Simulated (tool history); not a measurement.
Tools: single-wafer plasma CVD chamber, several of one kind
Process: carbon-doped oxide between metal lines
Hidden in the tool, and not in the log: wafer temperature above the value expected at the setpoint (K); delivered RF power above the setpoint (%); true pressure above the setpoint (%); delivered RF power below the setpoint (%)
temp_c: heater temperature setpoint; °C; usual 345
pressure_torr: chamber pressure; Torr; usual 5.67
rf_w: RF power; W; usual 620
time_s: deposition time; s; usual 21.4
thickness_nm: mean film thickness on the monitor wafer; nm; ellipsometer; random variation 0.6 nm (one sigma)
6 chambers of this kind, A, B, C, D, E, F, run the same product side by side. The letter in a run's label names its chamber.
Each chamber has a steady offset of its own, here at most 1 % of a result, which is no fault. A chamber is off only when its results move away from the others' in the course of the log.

run,hour,temp_c,pressure_torr,rf_w,time_s,hours since the last thermocouple change,hours since the last RF generator calibration,hours since the last manometer calibration,"read-back reference wafer on the same gauge, thickness_nm",thickness_nm
1F,14.1,345,5.67,620,21.4,552.7,701.2,1160.1,154.05,129.91
2B,27.3,345,5.67,620,21.4,1011.7,121.4,435.1,154.06,128.73
3E,38.5,345,5.67,620,21.4,2462.5,1724.8,1913.9,153.99,129.23
# hour 49.4: chamber A: thermocouple changed; heater temperature recalibrated
4C,50.3,345,5.67,620,21.4,2344.3,1277.6,2042.3,154.05,130.73
5A,63.3,345,5.67,620,21.4,14,1364.3,383.7,153.95,129.45
6D,73.6,345,5.67,620,21.4,395.3,450.5,2100.4,154.01,129.93
7A,82.7,345,5.67,620,21.4,33.4,1383.7,403.1,154.3,128.54
8D,91.6,345,5.67,620,21.4,413.3,468.5,2118.4,154,129.73
9B,105.4,345,5.67,620,21.4,1089.8,199.5,513.2,154.06,129.67
10F,113.3,345,5.67,620,21.4,651.9,800.4,1259.3,154.08,129.19
11C,122.1,345,5.67,620,21.4,2416.1,1349.4,2114.1,153.96,130.31
12E,136.9,345,5.67,620,21.4,2560.9,1823.2,2012.3,154.08,129.34
13A,149.7,345,5.67,620,21.4,100.4,1450.7,470.1,154,127.81
14D,159.4,345,5.67,620,21.4,481.1,536.3,2186.2,154.09,130.32
15B,172.5,345,5.67,620,21.4,1156.9,266.6,580.3,153.98,128.13
16F,180.9,345,5.67,620,21.4,719.5,868,1326.9,153.81,128.35
# hour 181.6: chamber F: capacitance manometer re-zeroed and calibrated
17E,189.2,345,5.67,620,18.3,2613.2,1875.5,2064.6,153.92,110.57
18C,203.9,345,5.67,620,18.3,2497.9,1431.2,2195.9,153.89,111.29
19E,216.8,345,5.67,620,18.3,2640.8,1903.1,2092.2,153.84,109.87
20B,226.3,345,5.67,620,18.3,1210.7,320.4,634.1,154.06,110.99
21C,235.7,345,5.67,620,18.3,2529.7,1463,2227.7,153.98,111.45
22F,248.9,345,5.67,620,18.3,787.5,936,67.4,154.1,109.33
23A,262.8,345,5.67,620,21.4,213.5,1563.8,583.2,154.01,127.35
24D,276.2,345,5.18,620,21.4,597.9,653.1,2303,153.99,128.72
25D,290.3,345,5.18,620,21.4,612,667.2,2317.1,153.99,128.36
26C,298.5,345,5.18,620,21.4,2592.5,1525.8,2290.5,154.17,128.45
# hour 299.6: chamber C: capacitance manometer re-zeroed and calibrated
27A,307.7,345,5.18,620,21.4,258.4,1608.7,628.1,154.06,126.99
28B,314.6,345,5.18,620,21.4,1299,408.7,722.4,154.06,127.51
29F,327.7,345,5.18,620,21.4,866.3,1014.8,146.2,153.97,124.7
30E,342,345,5.67,620,21.4,2766,2028.3,2217.4,154.16,128.83
31D,348.6,331,5.67,620,21.4,670.3,725.5,2375.4,153.79,135.72
# hour 357.9: chamber C: thermocouple changed; heater temperature recalibrated
32A,360.7,331,5.67,620,21.4,311.4,1661.7,681.1,153.95,134.78
33C,369.3,331,5.67,620,21.4,11.5,1596.6,69.7,153.93,136.28
34F,382,331,5.67,620,21.4,920.6,1069.1,200.5,153.94,130.22
35B,394.5,331,5.67,620,21.4,1378.9,488.6,802.3,154.08,134.93
36E,406.6,331,5.67,620,21.4,2830.6,2092.9,2282,153.96,134.42
37A,421.6,345,5.67,620,21.4,372.3,1722.6,742,153.98,128.76
38C,429.8,345,5.67,620,21.4,72,1657.1,130.2,154.03,129.63
39B,439,345,4.56,620,18.4,1423.4,533.1,846.8,154,108.06
40D,447.6,345,4.56,620,18.4,769.3,824.5,2474.4,153.95,108.91
41E,461.1,345,4.56,620,18.4,2885.1,2147.4,2336.5,153.88,107.57
42F,468.6,345,4.56,620,18.4,1007.2,1155.7,287.1,154.06,103.43

Next, every chamber runs the same settings. What will each give?
43A,479.5,345,5.09,620,21.4,,,,,?
43B,479.5,345,5.09,620,21.4,,,,,?
43C,479.5,345,5.09,620,21.4,,,,,?
43D,479.5,345,5.09,620,21.4,,,,,?
43E,479.5,345,5.09,620,21.4,,,,,?
43F,479.5,345,5.09,620,21.4,,,,,?

run,thickness_nm
43A,127.94
43B,127.27
43C,127.69
43D,129.2
43E,127.14
43F,121.27
